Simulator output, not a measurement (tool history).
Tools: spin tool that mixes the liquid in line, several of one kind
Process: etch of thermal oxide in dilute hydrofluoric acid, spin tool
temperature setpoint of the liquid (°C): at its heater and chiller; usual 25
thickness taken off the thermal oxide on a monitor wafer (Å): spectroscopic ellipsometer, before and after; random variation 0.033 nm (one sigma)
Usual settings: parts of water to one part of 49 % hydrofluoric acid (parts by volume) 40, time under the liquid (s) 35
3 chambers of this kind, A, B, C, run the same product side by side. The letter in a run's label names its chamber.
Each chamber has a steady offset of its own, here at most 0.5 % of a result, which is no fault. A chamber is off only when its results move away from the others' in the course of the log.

run   hour  temperature setpoint of the liquid (°C)  parts of water to one part of 49 % hydrofluoric acid (parts by volume)  time under the liquid (s)  hours since the thermometer was replaced  hours since the hydrofluoric acid flow meter was replaced  read-back film thickness of the thermal oxide reference wafer, read on the same gauge (nm)  thickness taken off the thermal oxide on a monitor wafer (Å)
 1B    3.9                                       25                                                                      40                         35                                     477.5                                                      305.8                                                                                       80.01                                                        45.823
 2A    8.6                                       25                                                                      40                         35                                     797.4                                                      215.3                                                                                      79.972                                                        46.254
 3C   14.2                                       25                                                                      40                         35                                     119.2                                                      992.5                                                                                      79.992                                                        45.922
 4A   19.5                                       25                                                                      40                         35                                     808.3                                                      226.2                                                                                      80.001                                                        46.081
 5B   23.1                                       25                                                                      40                         35                                     496.7                                                        325                                                                                      80.011                                                        45.458
 6C   26.3                                       25                                                                      40                         35                                     131.3                                                     1004.6                                                                                      80.023                                                        45.761
 7B     32                                       25                                                                      40                         35                                     505.6                                                      333.9                                                                                      80.011                                                         45.67
 8A   35.3                                       25                                                                      30                         20                                     824.1                                                        242                                                                                      80.011                                                        35.069
 9C   40.2                                       25                                                                      30                         20                                     145.2                                                     1018.5                                                                                      79.989                                                        35.754
10C   45.3                                       25                                                                      30                         20                                     150.3                                                     1023.6                                                                                      79.997                                                        35.752
11A   48.2                                       25                                                                      40                         35                                       837                                                      254.9                                                                                      79.986                                                        45.375
12B   51.6                                       25                                                                      40                         35                                     525.2                                                      353.5                                                                                      79.989                                                        45.645
13B   54.3                                       25                                                                      50                         35                                     527.9                                                      356.2                                                                                          80                                                          36.1
14A   59.9                                       25                                                                      50                         35                                     848.7                                                      266.6                                                                                      79.972                                                        36.312
15C   65.9                                       25                                                                      50                         35                                     170.9                                                     1044.2                                                                                      79.999                                                         35.97
16B   71.8                                     26.5                                                                      45                         35                                     545.4                                                      373.7                                                                                      79.996                                                        41.925
17C   77.8                                     26.5                                                                      45                         35                                     182.8                                                     1056.1                                                                                      79.989                                                        43.071
18A   81.2                                     26.5                                                                      45                         35                                       870                                                      287.9                                                                                      79.986                                                        42.774
19B   83.8                                     21.5                                                                      40                         35                                     557.4                                                      385.7                                                                                      79.995                                                        39.311
20A   87.8                                     21.5                                                                      40                         35                                     876.6                                                      294.5                                                                                      80.002                                                        39.187
21C   91.5                                     21.5                                                                      40                         35                                     196.5                                                     1069.8                                                                                      80.003                                                        39.527
22B   94.4                                     23.5                                                                      55                         35                                       568                                                      396.3                                                                                      80.006                                                        29.912
23C  100.4                                     23.5                                                                      55                         35                                     205.4                                                     1078.7                                                                                      79.998                                                        31.224
24A  104.6                                     23.5                                                                      55                         35                                     893.4                                                      311.3                                                                                      80.011                                                        30.974
25A  109.4                                       25                                                                      40                         35                                     898.2                                                      316.1                                                                                      79.988                                                        45.852
26B  113.1                                     28.5                                                                      40                         35                                     586.7                                                        415                                                                                      80.009                                                        49.736
27C  117.4                                     28.5                                                                      40                         35                                     222.4                                                     1095.7                                                                                      80.018                                                        52.791

What goes on in this fleet: one chamber off, a drifting gauge, or nothing beyond the chambers' own small offsets? Name the chamber and the cause, if any.

Chamber B drifts away from the others.
Cause: liquid colder than its thermometer reads (K) = 1.5.
The log may not tell that from: hydrofluoric acid flow below the setpoint (%).

Here are 4 candidates for chamber B's next run, each the usual settings with a change, their results left as question marks. Which one brings its results back in line with what the others give on the usual settings?
In line means no further than this from the other chambers' mean on the usual settings: thickness taken off the thermal oxide on a monitor wafer (Å) 1.1
28B-1  121.7                                     27.5                                                                      40                         35                                                                                                                                                                                                                                                              ?
28B-2  121.7                                     22.5                                                                      40                         35                                                                                                                                                                                                                                                              ?
28B-3  121.7                                     26.5                                                                      40                         35                                                                                                                                                                                                                                                              ?
28B-4  121.7                                     23.5                                                                      40                         35                                                                                                                                                                                                                                                              ?

The other chambers' mean on the usual settings: thickness taken off the thermal oxide on a monitor wafer (Å) 45.792
  run  thickness taken off the thermal oxide on a monitor wafer (Å)
28B-1                                                        48.173
28B-2                                                        39.199
28B-3                                                        46.256
28B-4                                                        40.874
28B-3 brings the chamber back in line.
